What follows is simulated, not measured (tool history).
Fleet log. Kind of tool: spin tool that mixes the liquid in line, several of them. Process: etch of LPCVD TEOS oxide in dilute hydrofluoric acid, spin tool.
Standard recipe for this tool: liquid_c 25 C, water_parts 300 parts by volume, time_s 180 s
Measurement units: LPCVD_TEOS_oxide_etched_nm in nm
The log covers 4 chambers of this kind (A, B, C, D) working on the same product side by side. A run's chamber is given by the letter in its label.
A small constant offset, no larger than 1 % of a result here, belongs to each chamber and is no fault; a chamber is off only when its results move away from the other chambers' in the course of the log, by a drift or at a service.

run,hour,liquid_c,water_parts,time_s,hours since the thermometer was replaced,hours since the hydrofluoric acid flow meter was replaced,"read-back film thickness of the LPCVD TEOS oxide reference wafer, read on the same gauge (nm)",LPCVD_TEOS_oxide_etched_nm
1A,6.5,25,300,180,260.6,898.4,89.98,21.221
2C,17.7,25,300,180,329.2,329,90.03,21.467
# hour 21.4: chamber D: thermometer replaced
3B,23.5,25,300,180,573.3,251.5,89.973,21.124
4D,32.7,25,300,180,11.4,59.7,90.007,20.773
5D,43.8,25,300,180,22.5,70.8,89.957,20.865
6C,50.6,25,245,180,362.1,361.9,90,27.684
7A,58.2,25,245,180,312.3,950.1,90.024,27.839
8B,66.5,25,245,180,616.3,294.5,89.981,27.617
9B,74.5,25,245,180,624.3,302.5,89.998,27.558
10C,79.8,25,300,180,391.3,391.1,89.962,21.332
11D,86.3,25,300,180,65,113.3,89.996,21.001
12A,94.9,25,300,180,349,986.8,89.996,20.973
13A,104.6,25,300,180,358.7,996.5,89.981,21.109
14D,116,25,300,180,94.7,143,90.016,20.927
15C,126,25,300,180,437.5,437.3,90.017,21.04
16B,133.6,25,300,180,683.4,361.6,89.999,20.986
17A,144.8,25,300,180,398.9,1036.7,89.995,21.043
18D,149.8,25,380,220,128.5,176.8,89.971,18.839
# hour 152.8: chamber C: hydrofluoric acid flow meter replaced
19C,156.6,25,380,220,468.1,3.9,89.984,18.879
20B,161.8,25,380,220,711.6,389.8,90.034,18.738
21A,169.1,25,380,220,423.2,1061,90.006,18.92
22B,175.1,25,300,180,724.9,403.1,90.006,21.249
23D,185.5,25,300,250,164.2,212.5,89.973,29.091
24C,192.2,25,300,250,503.7,39.5,90.012,29.373
25C,203.3,25,300,250,514.8,50.6,90.019,29.357
26B,213.6,25,300,250,763.4,441.6,89.981,29.46
27D,223.7,25,300,180,202.4,250.7,89.989,20.918

All chambers now run identical settings, listed one chamber a line with results as question marks. What results will each chamber show?
28A,231.8,25,300,180,,,,?
28B,231.8,25,300,180,,,,?
28C,231.8,25,300,180,,,,?
28D,231.8,25,300,180,,,,?

run,LPCVD_TEOS_oxide_etched_nm
28A,21.13
28B,21.076
28C,21.345
28D,21.007
